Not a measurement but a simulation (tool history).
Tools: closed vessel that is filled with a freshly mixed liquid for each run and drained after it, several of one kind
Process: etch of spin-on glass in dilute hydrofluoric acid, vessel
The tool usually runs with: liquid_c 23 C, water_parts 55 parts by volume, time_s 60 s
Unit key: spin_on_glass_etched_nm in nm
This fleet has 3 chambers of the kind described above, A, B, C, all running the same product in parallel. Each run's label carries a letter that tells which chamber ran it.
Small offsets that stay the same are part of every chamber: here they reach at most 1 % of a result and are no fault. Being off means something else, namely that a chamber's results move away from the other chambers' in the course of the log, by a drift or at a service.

| run | hour | liquid_c | water_parts | time_s | read-back film thickness of the spin-on glass reference wafer, read on the same gauge (nm) | spin_on_glass_etched_nm |
|---|---|---|---|---|---|---|
| 1C | 4.6 | 23 | 55 | 60 | 129.99 | 47.067 |
| 2B | 10.4 | 23 | 55 | 60 | 129.98 | 48.902 |
| 3A | 13.9 | 23 | 55 | 60 | 129.98 | 48.765 |
| 4A | 17.4 | 23 | 55 | 60 | 129.99 | 48.816 |
| 5C | 22.9 | 21 | 65 | 60 | 130.03 | 36.365 |
| 6B | 26 | 21 | 65 | 60 | 130.01 | 37.136 |
| 7C | 31.1 | 21 | 65 | 60 | 129.97 | 36.613 |
| 8A | 37.4 | 23 | 55 | 60 | 130 | 48.739 |
| 9B | 42.9 | 23 | 55 | 60 | 130.01 | 48.84 |
| 10B | 49.4 | 23 | 55 | 60 | 130 | 48.029 |
| 11A | 55.1 | 23 | 55 | 60 | 130.02 | 48.169 |
| 12C | 59.6 | 23 | 55 | 60 | 130.01 | 48.073 |
| 13C | 63 | 23 | 55 | 60 | 130.01 | 47.7 |
| 14A | 67.9 | 23 | 55 | 60 | 129.98 | 48.59 |
| 15B | 74.2 | 23 | 55 | 60 | 130.03 | 48.418 |
| 16A | 77.7 | 23 | 55 | 60 | 130.01 | 48.478 |
| 17C | 82.7 | 23 | 55 | 60 | 129.99 | 47.605 |
| 18B | 86.6 | 23 | 55 | 60 | 129.97 | 47.405 |
| 19C | 92.3 | 23 | 55 | 60 | 129.98 | 47.466 |
| 20B | 99.2 | 23 | 55 | 60 | 130.04 | 48.367 |
| 21A | 103.1 | 23 | 55 | 60 | 129.98 | 48.432 |
| 22C | 108.2 | 23 | 55 | 60 | 129.98 | 48.079 |

Is one chamber out of step, is the gauge drifting, or do the chambers differ by no more than their own small offsets? For an off chamber, give its letter and the likeliest cause.

No chamber stands off beyond its own small offset, and the gauge holds steady.
